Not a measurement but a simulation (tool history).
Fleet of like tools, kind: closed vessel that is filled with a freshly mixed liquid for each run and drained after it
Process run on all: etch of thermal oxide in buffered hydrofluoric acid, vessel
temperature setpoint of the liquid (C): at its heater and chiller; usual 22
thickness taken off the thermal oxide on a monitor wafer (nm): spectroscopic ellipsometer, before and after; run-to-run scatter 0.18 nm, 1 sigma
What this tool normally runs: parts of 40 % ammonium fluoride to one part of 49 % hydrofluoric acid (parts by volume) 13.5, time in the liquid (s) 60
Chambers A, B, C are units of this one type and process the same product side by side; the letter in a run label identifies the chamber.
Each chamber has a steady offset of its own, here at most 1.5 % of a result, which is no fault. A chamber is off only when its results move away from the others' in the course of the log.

run	hour	temperature setpoint of the liquid (C)	parts of 40 % ammonium fluoride to one part of 49 % hydrofluoric acid (parts by volume)	time in the liquid (s)	hours since the thermometer was replaced	hours since the hydrofluoric acid flow meter was replaced	read-back film thickness of the thermal oxide reference wafer, read on the same gauge (nm)	thickness taken off the thermal oxide on a monitor wafer (nm)
1A	4.4	22	13.5	60	1324.8	295.8	120	47.782
2C	10	22	13.5	60	1463.9	678.2	119.99	47.11
3B	16.1	22	13.5	60	400	396.6	120.02	47.197
4A	23.5	22	13.5	60	1343.9	314.9	119.99	47.961
5B	28.7	22	13.5	60	412.6	409.2	120.02	47.45
6C	36.7	22	13.5	60	1490.6	704.9	119.98	47.027
7B	42.7	22	13.5	30	426.6	423.2	120	23.664
8C	50.6	22	13.5	30	1504.5	718.8	120	23.616
9A	57.8	22	13.5	30	1378.2	349.2	119.98	24.338
10A	64.3	22	13.5	60	1384.7	355.7	120	48.661
11B	71.5	22	13.5	60	455.4	452	119.99	46.926
12C	78.2	22	13.5	60	1532.1	746.4	120	47.49
13C	85.8	22	13.5	60	1539.7	754	120.01	47.473
14A	90.6	22	13.5	80	1411	382	119.97	65.72
15B	98.9	22	13.5	80	482.8	479.4	120	62.535
# hour 102.2: chamber C: hydrofluoric acid flow meter replaced
16A	107	22	13.5	80	1427.4	398.4	120.01	65.957
17B	111.9	22	13.5	60	495.8	492.4	119.97	46.909
18C	117.1	22	13.5	60	1571	15	119.99	47.379
19B	124.4	22	13.5	60	508.3	504.9	120.01	47.115
20A	129.8	22	13.5	60	1450.2	421.2	120.01	49.589
21C	134.8	26.5	13.5	40	1588.7	32.7	119.99	40.608

Does one chamber stand apart from the rest, does the shared gauge drift, or is all well apart from small per-chamber offsets? Give the chamber and the most likely cause, where there is one.

Little by little, chamber A moves away from the other chambers.
Likeliest cause: liquid hotter than its thermometer reads (K) = 0.825.
With only this log, it may be confused with: hydrofluoric acid flow above the setpoint (%).

Which of the 4 candidates below, each the usual settings with something changed and its results left as question marks, puts chamber A back in line with what the other chambers give on the usual settings?
A result is in line if it is within this distance of the other chambers' mean on the usual settings: thickness taken off the thermal oxide on a monitor wafer (nm) 0.63
22A-1	141.2	22.5	13	60				?
22A-2	141.2	21	13.5	60				?
22A-3	141.2	22.5	13.5	60				?
22A-4	141.2	22	14	60				?

What the other chambers average on the usual settings: thickness taken off the thermal oxide on a monitor wafer (nm) 47.22
run	thickness taken off the thermal oxide on a monitor wafer (nm)
22A-1	53.429
22A-2	47.486
22A-3	51.52
22A-4	48.422
22A-2 puts the chamber back in line with the other chambers.
